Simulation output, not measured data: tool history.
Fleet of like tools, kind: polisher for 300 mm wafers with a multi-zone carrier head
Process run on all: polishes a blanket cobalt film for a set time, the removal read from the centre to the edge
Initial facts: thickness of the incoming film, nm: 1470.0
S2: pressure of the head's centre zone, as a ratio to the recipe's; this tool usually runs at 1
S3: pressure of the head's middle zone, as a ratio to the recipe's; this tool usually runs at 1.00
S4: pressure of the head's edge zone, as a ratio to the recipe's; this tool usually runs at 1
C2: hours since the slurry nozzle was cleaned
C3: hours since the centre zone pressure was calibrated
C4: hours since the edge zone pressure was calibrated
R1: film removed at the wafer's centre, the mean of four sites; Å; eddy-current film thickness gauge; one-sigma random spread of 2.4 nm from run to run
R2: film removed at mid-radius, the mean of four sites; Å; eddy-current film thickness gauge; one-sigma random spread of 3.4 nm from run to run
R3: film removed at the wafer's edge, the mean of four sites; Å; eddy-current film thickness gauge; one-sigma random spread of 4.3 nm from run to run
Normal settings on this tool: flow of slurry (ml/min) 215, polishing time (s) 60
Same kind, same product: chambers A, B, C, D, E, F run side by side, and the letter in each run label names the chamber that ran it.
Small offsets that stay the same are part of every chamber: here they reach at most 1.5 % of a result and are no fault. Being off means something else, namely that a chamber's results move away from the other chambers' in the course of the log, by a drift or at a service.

At day 0.271: chamber A: worn pad replaced by a new one.
Run 1D, day 0.446: usual settings; wafers polished on this pad 238; C2 137.0; C3 467.6; C4 756.7. Result: R1 3510.1 Å, R2 3500.1 Å, R3 3469.2 Å.
Run 2F, day 0.800: usual settings; wafers polished on this pad 323; C2 438.7; C3 281.4; C4 208.0. Result: R1 3480.5 Å, R2 3562.7 Å, R3 3637.5 Å.
At day 0.954: chamber E: worn pad replaced by a new one.
At day 1.092: chamber B: centre zone pressure recalibrated.
Run 3E, day 1.175: usual settings; wafers polished on this pad 71; C2 277.1; C3 963.5; C4 132.8. Result: R1 3615.9 Å, R2 3519.8 Å, R3 3613.3 Å.
At day 1.221: chamber C: worn pad replaced by a new one.
Run 4C, day 1.788: usual settings; wafers polished on this pad 182; C2 168.7; C3 333.3; C4 459.7. Result: R1 3558.9 Å, R2 3607.4 Å, R3 3540.9 Å.
Run 5B, day 2.117: usual settings; wafers polished on this pad 834; C2 712.0; C3 24.6; C4 449.5. Result: R1 3473.1 Å, R2 3490.1 Å, R3 3549.1 Å.
Run 6A, day 2.604: usual settings; wafers polished on this pad 749; C2 519.7; C3 839.2; C4 682.1. Result: R1 3542.9 Å, R2 3506.0 Å, R3 3545.7 Å.
At day 2.692: chamber A: centre zone pressure recalibrated.
Run 7E, day 3.112: usual settings but polishing time (s) 52; wafers polished on this pad 692; C2 323.6; C3 1010.0; C4 179.3. Result: R1 3080.7 Å, R2 3055.3 Å, R3 3057.4 Å.
At day 3.371: chamber B: worn pad replaced by a new one.
At day 3.429: chamber D: worn pad replaced by a new one.
At day 3.625: chamber A: worn pad replaced by a new one.
At day 3.638: chamber F: worn pad replaced by a new one.
Run 8A, day 3.771: usual settings but polishing time (s) 52; wafers polished on this pad 47; C2 547.7; C3 25.9; C4 710.1. Result: R1 3108.7 Å, R2 3038.0 Å, R3 3015.1 Å.
Run 9B, day 4.221: usual settings but polishing time (s) 52; wafers polished on this pad 272; C2 762.5; C3 75.1; C4 500.0. Result: R1 3043.2 Å, R2 3046.8 Å, R3 3156.9 Å.
Run 10F, day 4.529: usual settings but polishing time (s) 52; wafers polished on this pad 286; C2 528.2; C3 370.9; C4 297.5. Result: R1 3028.6 Å, R2 3116.6 Å, R3 3078.0 Å.
At day 5.029: chamber E: worn pad replaced by a new one.
Run 11C, day 5.171: usual settings but polishing time (s) 52; wafers polished on this pad 1267; C2 249.9; C3 414.5; C4 540.9. Result: R1 3061.9 Å, R2 3111.6 Å, R3 3076.8 Å.
At day 5.175: chamber C: worn pad replaced by a new one.
Run 12D, day 5.671: usual settings but polishing time (s) 52; wafers polished on this pad 719; C2 262.4; C3 593.0; C4 882.1. Result: R1 3047.5 Å, R2 3096.9 Å, R3 3004.4 Å.
At day 5.812: chamber E: slurry nozzle cleaned.
Run 13D, day 6.338: usual settings; wafers polished on this pad 933; C2 278.4; C3 609.0; C4 898.1. Result: R1 3500.9 Å, R2 3528.7 Å, R3 3514.5 Å.
Run 14B, day 6.812: usual settings; wafers polished on this pad 1104; C2 824.7; C3 137.3; C4 562.2. Result: R1 3551.2 Å, R2 3495.6 Å, R3 3487.7 Å.
At day 6.925: chamber A: worn pad replaced by a new one.
At day 7.058: chamber F: worn pad replaced by a new one.
Run 15A, day 7.104: usual settings; wafers polished on this pad 58; C2 627.7; C3 105.9; C4 790.1. Result: R1 3545.4 Å, R2 3566.7 Å, R3 3517.8 Å.
At day 7.158: chamber D: centre zone pressure recalibrated.
At day 7.367: chamber F: slurry nozzle cleaned.
At day 7.425: chamber D: worn pad replaced by a new one.
Run 16F, day 7.496: usual settings; wafers polished on this pad 141; C2 3.2; C3 442.1; C4 368.7. Result: R1 3515.3 Å, R2 3561.7 Å, R3 3521.6 Å.
At day 7.550: chamber D: edge zone pressure recalibrated.
At day 7.746: chamber B: worn pad replaced by a new one.
Run 17E, day 7.983: usual settings; wafers polished on this pad 949; C2 52.2; C3 1126.9; C4 296.2. Result: R1 3559.8 Å, R2 3562.7 Å, R3 3554.2 Å.
Run 18C, day 8.488: usual settings; wafers polished on this pad 1064; C2 329.5; C3 494.1; C4 620.5. Result: R1 3576.6 Å, R2 3539.2 Å, R3 3519.0 Å.
At day 8.550: chamber C: worn pad replaced by a new one.
Run 19E, day 8.829: usual settings; wafers polished on this pad 1220; C2 72.5; C3 1147.2; C4 316.5. Result: R1 3614.0 Å, R2 3596.0 Å, R3 3552.8 Å.
At day 9.025: chamber A: edge zone pressure recalibrated.
At day 9.200: chamber B: slurry nozzle cleaned.
At day 9.221: chamber E: worn pad replaced by a new one.
Run 20F, day 9.362: usual settings; wafers polished on this pad 740; C2 48.0; C3 486.9; C4 413.5. Result: R1 3469.4 Å, R2 3589.8 Å, R3 3608.4 Å.
Run 21B, day 9.800: usual settings but S3 1.11; wafers polished on this pad 660; C2 14.4; C3 209.0; C4 633.9. Result: R1 3519.2 Å, R2 3911.2 Å, R3 3527.1 Å.
Run 22D, day 10.283: usual settings but S3 1.11; wafers polished on this pad 917; C2 373.1; C3 75.1; C4 65.6. Result: R1 3523.4 Å, R2 3919.2 Å, R3 3544.4 Å.
At day 10.412: chamber A: worn pad replaced by a new one.
At day 10.583: chamber D: worn pad replaced by a new one.
At day 10.679: chamber F: worn pad replaced by a new one.
At day 10.854: chamber F: edge zone pressure recalibrated.
Run 23C, day 10.925: usual settings but S3 1.11; wafers polished on this pad 763; C2 388.0; C3 552.6; C4 679.0. Result: R1 3553.2 Å, R2 3948.0 Å, R3 3564.0 Å.
Run 24A, day 11.354: usual settings but S3 1.11; wafers polished on this pad 302; C2 729.7; C3 207.9; C4 55.9. Result: R1 3572.9 Å, R2 3901.7 Å, R3 3544.3 Å.
Run 25B, day 12.012: usual settings but S3 1.11; wafers polished on this pad 1370; C2 67.5; C3 262.1; C4 687.0. Result: R1 3505.3 Å, R2 3888.1 Å, R3 3507.6 Å.
Run 26D, day 12.575: usual settings but S3 1.11; wafers polished on this pad 639; C2 428.1; C3 130.1; C4 120.6. Result: R1 3475.8 Å, R2 3952.8 Å, R3 3508.9 Å.
At day 12.754: chamber B: worn pad replaced by a new one.
At day 12.762: chamber C: worn pad replaced by a new one.
Run 27F, day 12.917: usual settings; wafers polished on this pad 718; C2 133.3; C3 572.2; C4 49.5. Result: R1 3484.6 Å, R2 3594.8 Å, R3 3569.2 Å.
Run 28E, day 13.542: usual settings; wafers polished on this pad 1386; C2 185.6; C3 1260.3; C4 429.6. Result: R1 3594.6 Å, R2 3574.6 Å, R3 3512.2 Å.
Run 29C, day 13.838: usual settings; wafers polished on this pad 345; C2 457.9; C3 622.5; C4 748.9. Result: R1 3561.8 Å, R2 3625.8 Å, R3 3629.8 Å.
At day 13.888: chamber A: worn pad replaced by a new one.
At day 13.992: chamber D: worn pad replaced by a new one.
At day 14.100: chamber F: worn pad replaced by a new one.
At day 14.167: chamber E: worn pad replaced by a new one.
Run 30A, day 14.438: usual settings; wafers polished on this pad 176; C2 803.7; C3 281.9; C4 129.9. Result: R1 3576.9 Å, R2 3567.1 Å, R3 3548.3 Å.
Run 31A, day 15.079: usual settings; wafers polished on this pad 382; C2 819.1; C3 297.3; C4 145.3. Result: R1 3539.6 Å, R2 3573.2 Å, R3 3495.7 Å.
Run 32B, day 15.654: usual settings; wafers polished on this pad 930; C2 154.9; C3 349.5; C4 774.4. Result: R1 3504.6 Å, R2 3552.9 Å, R3 3559.2 Å.
Run 33E, day 16.329: usual settings; wafers polished on this pad 695; C2 252.5; C3 1327.2; C4 496.5. Result: R1 3585.1 Å, R2 3588.0 Å, R3 3598.6 Å.
At day 16.712: chamber C: worn pad replaced by a new one.
Run 34F, day 16.746: usual settings; wafers polished on this pad 849; C2 225.2; C3 664.1; C4 141.4. Result: R1 3476.9 Å, R2 3564.6 Å, R3 3533.7 Å.
Run 35C, day 17.204: usual settings; wafers polished on this pad 157; C2 538.7; C3 703.3; C4 829.7. Result: R1 3571.0 Å, R2 3611.7 Å, R3 3556.8 Å.
Run 36D, day 17.521: usual settings; wafers polished on this pad 1133; C2 546.8; C3 248.8; C4 239.3. Result: R1 3505.0 Å, R2 3548.0 Å, R3 3517.4 Å.

Predict what each chamber gives when all 6 of them run the settings below next.
Run 37A, day 18.004: usual settings but flow of slurry (ml/min) 250. Result: R1 ?, R2 ?, R3 ?.
Run 37B, day 18.004: usual settings but flow of slurry (ml/min) 250. Result: R1 ?, R2 ?, R3 ?.
Run 37C, day 18.004: usual settings but flow of slurry (ml/min) 250. Result: R1 ?, R2 ?, R3 ?.
Run 37D, day 18.004: usual settings but flow of slurry (ml/min) 250. Result: R1 ?, R2 ?, R3 ?.
Run 37E, day 18.004: usual settings but flow of slurry (ml/min) 250. Result: R1 ?, R2 ?, R3 ?.
Run 37F, day 18.004: usual settings but flow of slurry (ml/min) 250. Result: R1 ?, R2 ?, R3 ?.

run      R1      R2      R3
37A  3667.2  3584.8  3616.3
37B  3627.7  3641.8  3611.4
37C  3613.0  3621.7  3577.4
37D  3570.7  3551.7  3514.2
37E  3658.5  3631.9  3641.1
37F  3588.3  3640.6  3662.0
